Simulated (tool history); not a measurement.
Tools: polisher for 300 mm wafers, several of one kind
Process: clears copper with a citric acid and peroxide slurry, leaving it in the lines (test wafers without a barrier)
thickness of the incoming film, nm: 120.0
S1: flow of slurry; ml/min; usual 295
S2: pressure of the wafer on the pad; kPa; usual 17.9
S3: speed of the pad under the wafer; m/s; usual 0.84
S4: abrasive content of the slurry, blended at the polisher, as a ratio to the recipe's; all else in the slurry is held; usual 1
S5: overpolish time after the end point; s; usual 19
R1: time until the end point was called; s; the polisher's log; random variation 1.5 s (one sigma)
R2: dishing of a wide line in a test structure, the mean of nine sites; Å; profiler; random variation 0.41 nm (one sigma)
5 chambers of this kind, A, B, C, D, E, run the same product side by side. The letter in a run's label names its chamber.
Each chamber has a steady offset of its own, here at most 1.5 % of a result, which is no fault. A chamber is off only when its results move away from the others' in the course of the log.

run,hour,S1,S2,S3,S4,S5,R1,R2
# hour 4.4: chamber A: head pressure recalibrated
1E,5.9,295,17.9,0.84,1,19,87.882,167.55
2A,10.7,295,17.9,0.84,1,19,87.329,163.31
# hour 10.9: chamber D: worn pad replaced by a new one
# hour 16.6: chamber B: worn pad replaced by a new one
3D,18.8,295,17.9,0.84,1,19,85.484,167.35
# hour 21.1: chamber A: slurry blender recalibrated
# hour 22.6: chamber D: slurry blender recalibrated
4B,24.1,295,17.9,0.84,1,19,88.565,166.89
# hour 25.6: chamber E: worn pad replaced by a new one
5C,34.1,395,17.9,0.96,1,19,74.823,178.47
# hour 38.8: chamber A: slurry nozzle cleaned
6A,41.6,395,17.9,0.96,1,19,75.057,183.28
7E,50.4,395,17.9,0.96,1,19,74.588,191.92
# hour 53.1: chamber D: head pressure recalibrated
8B,59.2,395,17.9,0.96,1,19,77.263,184.54
# hour 64.1: chamber D: worn pad replaced by a new one
9C,65.4,395,17.9,0.96,1,19,76.519,186.21
10D,70.8,295,17.9,0.84,1,19,90.190,176.08
# hour 73.9: chamber C: slurry nozzle cleaned
11A,78.9,295,17.9,0.84,1,19,88.476,161.22
# hour 86.3: chamber C: head pressure recalibrated
12D,86.8,295,17.9,0.96,1,22,76.758,200.04
# hour 93.0: chamber C: worn pad replaced by a new one
13B,93.7,295,17.9,0.96,1,22,76.545,205.28
14E,102.3,295,17.9,0.96,1,22,76.875,197.30
# hour 111.1: chamber B: worn pad replaced by a new one
15C,112.1,295,17.9,0.96,1,22,77.103,197.84
16C,116.7,295,17.9,0.96,1,22,78.208,208.03
# hour 119.5: chamber B: slurry blender recalibrated
# hour 121.7: chamber D: worn pad replaced by a new one
17D,126.0,295,17.9,0.84,1,19,87.988,165.12
# hour 130.5: chamber E: worn pad replaced by a new one
# hour 132.8: chamber A: worn pad replaced by a new one
18E,132.8,295,17.9,0.84,1,19,88.816,164.21
# hour 138.3: chamber C: slurry blender recalibrated
19B,142.7,295,17.9,0.84,1,19,87.633,170.47
20A,152.2,295,17.9,0.84,1,19,84.571,169.82
21B,159.3,295,17.9,0.84,1,19,87.584,157.15
22E,165.4,295,17.9,0.84,1,19,87.243,162.54
# hour 165.8: chamber D: slurry blender recalibrated
# hour 168.8: chamber D: slurry nozzle cleaned
23D,172.1,295,17.9,0.84,1,19,87.690,162.19
24A,181.9,295,17.9,0.84,1,19,87.477,170.20
# hour 183.9: chamber D: worn pad replaced by a new one
25C,188.7,295,17.9,0.84,1,19,86.952,172.80
26C,198.3,295,17.9,0.84,1,19,84.908,165.73
27B,203.2,295,17.9,0.84,1,19,88.445,161.27
28A,207.8,295,17.9,1.10,1,10,65.747,122.06
29E,215.6,295,17.9,1.10,1,10,67.842,119.36
# hour 220.3: chamber C: worn pad replaced by a new one
30D,222.2,295,17.9,1.10,1,10,69.559,121.11
31A,227.0,295,17.9,1.10,1,10,67.129,122.88
# hour 230.2: chamber B: head pressure recalibrated
32B,232.2,295,17.9,1.10,1,10,66.884,121.58
33C,237.9,295,17.9,0.84,1,19,86.968,164.62

What goes on in this fleet: one chamber off, a drifting gauge, or nothing beyond the chambers' own small offsets? Name the chamber and the cause, if any.

No chamber stands off beyond its own small offset, and the gauge holds steady.

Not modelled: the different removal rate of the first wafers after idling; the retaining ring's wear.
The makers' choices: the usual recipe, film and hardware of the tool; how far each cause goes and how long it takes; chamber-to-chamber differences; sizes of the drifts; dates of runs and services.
